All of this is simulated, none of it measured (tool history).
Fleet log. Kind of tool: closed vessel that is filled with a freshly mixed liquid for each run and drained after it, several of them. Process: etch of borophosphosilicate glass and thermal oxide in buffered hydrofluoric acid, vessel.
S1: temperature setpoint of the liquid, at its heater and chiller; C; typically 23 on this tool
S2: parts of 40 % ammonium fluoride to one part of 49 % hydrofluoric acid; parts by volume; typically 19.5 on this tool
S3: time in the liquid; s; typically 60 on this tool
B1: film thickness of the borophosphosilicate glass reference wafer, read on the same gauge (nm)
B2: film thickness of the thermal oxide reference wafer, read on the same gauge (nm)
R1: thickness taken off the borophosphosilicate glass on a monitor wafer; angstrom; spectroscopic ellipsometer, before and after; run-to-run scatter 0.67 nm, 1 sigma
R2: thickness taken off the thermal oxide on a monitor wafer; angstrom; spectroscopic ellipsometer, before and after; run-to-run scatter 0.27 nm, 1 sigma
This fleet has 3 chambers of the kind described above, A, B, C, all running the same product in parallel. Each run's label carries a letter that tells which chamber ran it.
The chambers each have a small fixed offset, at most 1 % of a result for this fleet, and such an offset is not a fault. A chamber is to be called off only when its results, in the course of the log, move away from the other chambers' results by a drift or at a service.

Run 1C, hour 8.5: usual settings; B1 150.01; B2 129.99. Result: R1 1051 angstrom, R2 326.62 angstrom.
Run 2B, hour 19: usual settings; B1 150.01; B2 130.03. Result: R1 1055.9 angstrom, R2 327.81 angstrom.
Run 3A, hour 29.3: usual settings; B1 149.97; B2 129.97. Result: R1 1049.2 angstrom, R2 327.14 angstrom.
Run 4B, hour 37.3: usual settings; B1 150.02; B2 129.97. Result: R1 1064 angstrom, R2 325.02 angstrom.
Run 5A, hour 50.3: usual settings but S3 50 s; B1 149.98; B2 129.96. Result: R1 876.29 angstrom, R2 270.94 angstrom.
Run 6C, hour 62.5: usual settings but S3 50 s; B1 150.01; B2 130.02. Result: R1 878.72 angstrom, R2 275.48 angstrom.
Run 7A, hour 74.5: usual settings but S3 50 s; B1 149.99; B2 129.97. Result: R1 874.93 angstrom, R2 272.39 angstrom.
Run 8C, hour 80.3: usual settings; B1 150; B2 130.02. Result: R1 1062.1 angstrom, R2 331.65 angstrom.
Run 9B, hour 86: usual settings but S2 22.5 parts by volume, S3 45 s; B1 150; B2 129.96. Result: R1 704.42 angstrom, R2 220.79 angstrom.
At hour 92.1: chamber A: hydrofluoric acid flow meter replaced.
Run 10A, hour 93.7: usual settings but S2 22.5 parts by volume, S3 45 s; B1 149.99; B2 129.95. Result: R1 708.19 angstrom, R2 220.92 angstrom.
Run 11B, hour 104.3: usual settings but S2 22.5 parts by volume, S3 45 s; B1 150.01; B2 129.98. Result: R1 713.18 angstrom, R2 222.36 angstrom.
Run 12C, hour 112.2: usual settings; B1 150; B2 130. Result: R1 1057.1 angstrom, R2 319.41 angstrom.
Run 13B, hour 119.1: usual settings; B1 150.01; B2 130.04. Result: R1 1075.8 angstrom, R2 325.95 angstrom.
Run 14C, hour 127.3: usual settings; B1 149.99; B2 130. Result: R1 1065.2 angstrom, R2 320.59 angstrom.
Run 15A, hour 137: usual settings; B1 149.99; B2 130.03. Result: R1 1061.7 angstrom, R2 328.23 angstrom.
At hour 137.1: chamber A: thermometer replaced.
Run 16B, hour 148.4: usual settings; B1 149.99; B2 129.99. Result: R1 1056.3 angstrom, R2 323.41 angstrom.
Run 17A, hour 155.7: usual settings; B1 150.01; B2 130. Result: R1 1050 angstrom, R2 330.68 angstrom.
Run 18C, hour 168.4: usual settings; B1 150.01; B2 129.98. Result: R1 1064.5 angstrom, R2 324.66 angstrom.
Run 19C, hour 176.3: usual settings; B1 150; B2 130.02. Result: R1 1060.3 angstrom, R2 325.24 angstrom.
Run 20A, hour 188.6: usual settings; B1 150; B2 130.01. Result: R1 1053.1 angstrom, R2 326.55 angstrom.
Run 21B, hour 196.4: usual settings; B1 149.99; B2 130. Result: R1 1054.9 angstrom, R2 326.12 angstrom.
Run 22A, hour 206: usual settings; B1 150; B2 130.03. Result: R1 1048.5 angstrom, R2 322.67 angstrom.
Run 23C, hour 218.9: usual settings; B1 150; B2 130. Result: R1 1054.2 angstrom, R2 323.99 angstrom.
Run 24B, hour 228.6: usual settings but S2 12.5 parts by volume; B1 150.01; B2 129.98. Result: R1 1652.7 angstrom, R2 505.16 angstrom.
Run 25C, hour 240.3: usual settings but S2 12.5 parts by volume; B1 150; B2 130. Result: R1 1652 angstrom, R2 503.9 angstrom.
Run 26A, hour 250.5: usual settings but S2 12.5 parts by volume; B1 150.01; B2 130.04. Result: R1 1618.4 angstrom, R2 505.91 angstrom.
Run 27B, hour 260.4: usual settings; B1 149.99; B2 129.97. Result: R1 1058.9 angstrom, R2 325.35 angstrom.
Run 28B, hour 267.2: usual settings; B1 150; B2 130.01. Result: R1 1063.6 angstrom, R2 331.42 angstrom.
Run 29A, hour 277.2: usual settings; B1 150.01; B2 130.03. Result: R1 1042.9 angstrom, R2 327 angstrom.
Run 30C, hour 283.7: usual settings; B1 150; B2 129.98. Result: R1 1054.2 angstrom, R2 324.59 angstrom.

All 3 chambers run these settings next. Forecast each chamber's results:
Run 31A, hour 293.2: usual settings but S2 25 parts by volume. Result: R1 ?, R2 ?.
Run 31B, hour 293.2: usual settings but S2 25 parts by volume. Result: R1 ?, R2 ?.
Run 31C, hour 293.2: usual settings but S2 25 parts by volume. Result: R1 ?, R2 ?.

run      R1      R2
31A   874.6  272.86
31B  884.86  275.08
31C  879.39  272.65
